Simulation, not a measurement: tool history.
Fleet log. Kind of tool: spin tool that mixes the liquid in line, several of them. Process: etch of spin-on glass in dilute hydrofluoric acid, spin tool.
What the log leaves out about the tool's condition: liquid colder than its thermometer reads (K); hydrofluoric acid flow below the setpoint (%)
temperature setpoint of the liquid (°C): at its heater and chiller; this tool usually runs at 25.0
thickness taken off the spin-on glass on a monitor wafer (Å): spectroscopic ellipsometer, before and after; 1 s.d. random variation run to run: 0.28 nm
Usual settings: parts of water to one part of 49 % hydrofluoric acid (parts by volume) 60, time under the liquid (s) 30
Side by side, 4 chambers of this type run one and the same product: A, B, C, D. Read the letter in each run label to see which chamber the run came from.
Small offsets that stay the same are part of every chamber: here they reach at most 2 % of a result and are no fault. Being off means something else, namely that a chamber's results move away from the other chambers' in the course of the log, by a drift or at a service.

run   hour  temperature setpoint of the liquid (°C)  parts of water to one part of 49 % hydrofluoric acid (parts by volume)  time under the liquid (s)  hours since the thermometer was replaced  hours since the hydrofluoric acid flow meter was replaced  read-back film thickness of the spin-on glass reference wafer, read on the same gauge (nm)  thickness taken off the spin-on glass on a monitor wafer (Å)
 1C    8.3                                     25.0                                                                      60                         30                                     292.8                                                      210.6                                                                                      59.986                                                        310.41
 2B   18.4                                     25.0                                                                      60                         30                                     864.2                                                       32.5                                                                                      60.013                                                        317.29
 3A   29.8                                     25.0                                                                      60                         30                                    1415.8                                                      284.8                                                                                      60.047                                                        312.18
 4D   38.8                                     25.0                                                                      60                         30                                    2201.1                                                      453.7                                                                                      59.988                                                        310.65
 5D   51.0                                     25.0                                                                      60                         30                                    2213.3                                                      465.9                                                                                      60.011                                                        314.59
 6B   64.1                                     25.0                                                                      60                         30                                     909.9                                                       78.2                                                                                      60.006                                                        318.82
 7A   71.1                                     25.0                                                                      60                         30                                    1457.1                                                      326.1                                                                                      60.001                                                        309.94
 8C   77.9                                     25.0                                                                      60                         30                                     362.4                                                      280.2                                                                                      60.010                                                        314.52
 9C   90.7                                     25.0                                                                      60                         20                                     375.2                                                      293.0                                                                                      59.987                                                        210.81
10D  100.5                                     25.0                                                                      60                         20                                    2262.8                                                      515.4                                                                                      59.977                                                        207.24
11B  110.6                                     25.0                                                                      60                         20                                     956.4                                                      124.7                                                                                      60.005                                                        212.82
12A  117.2                                     25.0                                                                      60                         20                                    1503.2                                                      372.2                                                                                      60.030                                                        204.78
13B  123.4                                     25.0                                                                      60                         30                                     969.2                                                      137.5                                                                                      59.974                                                        316.11
14A  136.7                                     29.5                                                                      80                         30                                    1522.7                                                      391.7                                                                                      60.008                                                        260.19
15C  146.8                                     29.5                                                                      80                         30                                     431.3                                                      349.1                                                                                      60.044                                                        270.31
     155.9  -- chamber D: thermometer replaced
16D  160.3                                     29.5                                                                      80                         30                                       4.5                                                      575.2                                                                                      60.001                                                        270.60
17B  173.1                                     29.5                                                                      80                         30                                    1018.9                                                      187.2                                                                                      60.012                                                        273.48
18C  181.1                                     25.0                                                                      75                         30                                     465.6                                                      383.4                                                                                      60.013                                                        243.28
19A  192.7                                     25.0                                                                      75                         30                                    1578.7                                                      447.7                                                                                      59.975                                                        228.07
20D  199.1                                     25.0                                                                      75                         30                                      43.3                                                      614.0                                                                                      60.022                                                        244.72
21D  209.9                                     25.0                                                                      75                         30                                      54.1                                                      624.8                                                                                      59.991                                                        243.54
22B  220.5                                     25.0                                                                      80                         15                                    1066.3                                                      234.6                                                                                      59.972                                                        116.01
23C  233.9                                     25.0                                                                      80                         15                                     518.4                                                      436.2                                                                                      59.968                                                        113.80
24A  244.5                                     25.0                                                                      80                         15                                    1630.5                                                      499.5                                                                                      60.000                                                        103.19
25D  251.7                                     25.0                                                                      80                         15                                      95.9                                                      666.6                                                                                      59.966                                                        114.08
26B  259.0                                     25.0                                                                      60                         30                                    1104.8                                                      273.1                                                                                      60.004                                                        316.16
27A  271.2                                     25.0                                                                      60                         30                                    1657.2                                                      526.2                                                                                      60.023                                                        281.22
28C  280.8                                     25.0                                                                      60                         30                                     565.3                                                      483.1                                                                                      59.987                                                        312.86
29C  287.6                                     25.0                                                                      60                         30                                     572.1                                                      489.9                                                                                      60.027                                                        306.06

All chambers now run identical settings, listed one chamber a line with results as question marks. What results will each chamber show?
30A  297.3                                     25.0                                                                      60                         15                                                                                                                                                                                                                                                              ?
30B  297.3                                     25.0                                                                      60                         15                                                                                                                                                                                                                                                              ?
30C  297.3                                     25.0                                                                      60                         15                                                                                                                                                                                                                                                              ?
30D  297.3                                     25.0                                                                      60                         15                                                                                                                                                                                                                                                              ?

run  thickness taken off the spin-on glass on a monitor wafer (Å)
30A                                                        139.67
30B                                                        159.24
30C                                                        157.07
30D                                                        157.04

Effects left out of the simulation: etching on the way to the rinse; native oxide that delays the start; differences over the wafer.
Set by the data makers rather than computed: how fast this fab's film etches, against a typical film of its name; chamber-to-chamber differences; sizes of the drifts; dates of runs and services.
